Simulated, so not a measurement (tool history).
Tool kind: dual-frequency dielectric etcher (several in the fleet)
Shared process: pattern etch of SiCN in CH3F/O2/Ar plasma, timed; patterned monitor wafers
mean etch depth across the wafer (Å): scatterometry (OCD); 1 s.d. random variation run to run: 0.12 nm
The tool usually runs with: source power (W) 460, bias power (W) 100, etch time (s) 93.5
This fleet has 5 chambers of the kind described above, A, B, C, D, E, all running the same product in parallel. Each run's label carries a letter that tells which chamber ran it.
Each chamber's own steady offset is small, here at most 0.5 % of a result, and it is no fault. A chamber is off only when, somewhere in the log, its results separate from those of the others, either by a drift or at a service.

run,hour,source power (W),bias power (W),etch time (s),"read-back reference wafer on the same gauge, depth_nm",mean etch depth across the wafer (Å)
1D,7.8,460,100,93.5,34.281,417.68
2C,12.8,460,100,93.5,34.299,418.03
3E,22.5,460,100,93.5,34.290,418.64
4A,28.2,460,100,93.5,34.262,414.16
5B,37.6,460,83,93.5,34.272,391.21
6A,45.2,460,83,93.5,34.261,388.34
7C,55.2,460,83,93.5,34.309,389.44
8E,62.6,460,83,93.5,34.312,389.34
9D,72.5,460,83,93.5,34.317,387.71
10B,79.2,460,77,106.5,34.293,432.32
# hour 79.8: chamber E: bias power generator calibrated
# hour 85.5: chamber B: wet clean of the chamber
11A,86.5,460,77,106.5,34.284,431.50
12E,92.4,460,77,106.5,34.279,432.61
13B,102.3,460,77,106.5,34.300,432.09
14C,107.8,460,77,106.5,34.289,433.34
15D,117.3,460,100,93.5,34.274,417.44
16E,124.8,460,100,93.5,34.277,418.18
17A,134.6,460,100,93.5,34.300,415.19
# hour 135.9: chamber E: wet clean of the chamber
18D,145.7,460,87,68.5,34.300,290.00
19C,150.7,460,87,68.5,34.293,290.94
20B,158.1,460,87,68.5,34.288,290.46
21C,168.8,460,87,68.5,34.327,291.06
22B,177.7,460,87,68.5,34.295,289.67
23A,186.4,460,100,93.5,34.319,415.91
24E,191.4,460,100,93.5,34.294,418.95
25D,201.0,460,100,93.5,34.323,417.00
26E,209.5,460,100,93.5,34.295,417.77
# hour 211.3: chamber D: wet clean of the chamber
27B,218.6,460,100,93.5,34.308,416.19
28A,225.4,460,100,93.5,34.300,415.85
29C,233.8,460,100,93.5,34.342,418.27
30D,243.8,460,100,93.5,34.303,415.47
31B,249.0,460,100,93.5,34.298,416.70
32C,254.0,460,100,79.0,34.315,352.10
33D,260.4,460,100,79.0,34.301,351.20
34A,266.8,460,100,79.0,34.310,350.38

Is one chamber off against the others, does the gauge drift, or is nothing wrong? If a chamber is off, say which, and what the likeliest cause is.

Neither any chamber nor the gauge drifts; the chambers differ only by their own small, steady offsets.
